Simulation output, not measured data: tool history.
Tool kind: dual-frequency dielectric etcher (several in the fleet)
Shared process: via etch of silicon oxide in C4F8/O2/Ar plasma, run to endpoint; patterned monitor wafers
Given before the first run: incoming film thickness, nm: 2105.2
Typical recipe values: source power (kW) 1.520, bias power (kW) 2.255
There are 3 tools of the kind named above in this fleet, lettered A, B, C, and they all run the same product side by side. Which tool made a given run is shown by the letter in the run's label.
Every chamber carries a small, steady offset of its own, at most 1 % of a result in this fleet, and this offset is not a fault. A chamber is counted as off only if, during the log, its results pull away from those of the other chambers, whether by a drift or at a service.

Run 1C, hour 7.9: usual settings. Result: endpoint time (s) 449.30.
Run 2A, hour 16.9: usual settings. Result: endpoint time (s) 446.81.
Run 3B, hour 25.2: usual settings. Result: endpoint time (s) 445.35.
Run 4B, hour 33.2: usual settings. Result: endpoint time (s) 445.13.
Run 5A, hour 42.1: usual settings. Result: endpoint time (s) 451.23.
Run 6C, hour 46.2: usual settings. Result: endpoint time (s) 444.69.
Run 7C, hour 54.1: usual settings. Result: endpoint time (s) 441.43.
Run 8B, hour 61.5: usual settings. Result: endpoint time (s) 444.00.
Run 9A, hour 65.6: usual settings. Result: endpoint time (s) 451.66.
Run 10C, hour 72.2: usual settings. Result: endpoint time (s) 442.95.
Run 11A, hour 80.2: usual settings. Result: endpoint time (s) 448.70.
Run 12B, hour 85.9: usual settings. Result: endpoint time (s) 444.15.
Run 13A, hour 92.9: usual settings. Result: endpoint time (s) 446.47.
Run 14C, hour 100.5: usual settings. Result: endpoint time (s) 440.77.
Run 15B, hour 107.4: usual settings. Result: endpoint time (s) 447.99.
Run 16C, hour 113.9: usual settings. Result: endpoint time (s) 443.43.
Run 17B, hour 122.9: usual settings. Result: endpoint time (s) 440.70.
At hour 126.1: chamber A: wet clean of the chamber.
Run 18A, hour 129.3: usual settings. Result: endpoint time (s) 455.15.
Run 19B, hour 137.4: usual settings. Result: endpoint time (s) 442.89.
Run 20A, hour 145.6: usual settings but source power (kW) 1.770, bias power (kW) 2.482. Result: endpoint time (s) 409.42.
Run 21C, hour 153.1: usual settings but source power (kW) 1.770, bias power (kW) 2.482. Result: endpoint time (s) 405.19.
Run 22C, hour 161.8: usual settings but source power (kW) 1.770, bias power (kW) 2.482. Result: endpoint time (s) 403.53.
Run 23B, hour 169.4: usual settings. Result: endpoint time (s) 445.58.
Run 24A, hour 175.9: usual settings. Result: endpoint time (s) 450.16.
Run 25B, hour 184.8: usual settings. Result: endpoint time (s) 448.34.
Run 26C, hour 189.5: usual settings. Result: endpoint time (s) 441.12.
Run 27A, hour 196.0: usual settings. Result: endpoint time (s) 444.86.
Run 28B, hour 201.2: usual settings. Result: endpoint time (s) 443.33.
Run 29C, hour 207.9: usual settings. Result: endpoint time (s) 441.49.
Run 30A, hour 217.0: usual settings. Result: endpoint time (s) 449.81.
Run 31C, hour 225.0: usual settings. Result: endpoint time (s) 445.16.
Run 32B, hour 233.0: usual settings. Result: endpoint time (s) 448.11.
Run 33A, hour 241.4: usual settings. Result: endpoint time (s) 448.15.
Run 34B, hour 246.2: usual settings. Result: endpoint time (s) 449.82.
Run 35A, hour 254.2: usual settings. Result: endpoint time (s) 452.12.
Run 36C, hour 260.3: usual settings. Result: endpoint time (s) 442.27.
Run 37A, hour 268.6: usual settings but source power (kW) 1.830. Result: endpoint time (s) 418.67.
Run 38B, hour 273.4: usual settings but source power (kW) 1.830. Result: endpoint time (s) 415.77.
Run 39C, hour 281.0: usual settings but source power (kW) 1.830. Result: endpoint time (s) 409.60.
Run 40B, hour 287.3: usual settings. Result: endpoint time (s) 449.39.
Run 41C, hour 294.3: usual settings. Result: endpoint time (s) 443.63.
Run 42A, hour 302.2: usual settings but bias power (kW) 2.435. Result: endpoint time (s) 439.34.
Run 43C, hour 311.4: usual settings but bias power (kW) 2.435. Result: endpoint time (s) 434.94.
Run 44A, hour 320.4: usual settings but bias power (kW) 2.435. Result: endpoint time (s) 440.46.

All 3 chambers run these settings next. Forecast each chamber's results:
Run 45A, hour 327.0: usual settings. Result: endpoint time (s) ?.
Run 45B, hour 327.0: usual settings. Result: endpoint time (s) ?.
Run 45C, hour 327.0: usual settings. Result: endpoint time (s) ?.

run  endpoint time (s)
45A             449.35
45B             449.13
45C             445.81
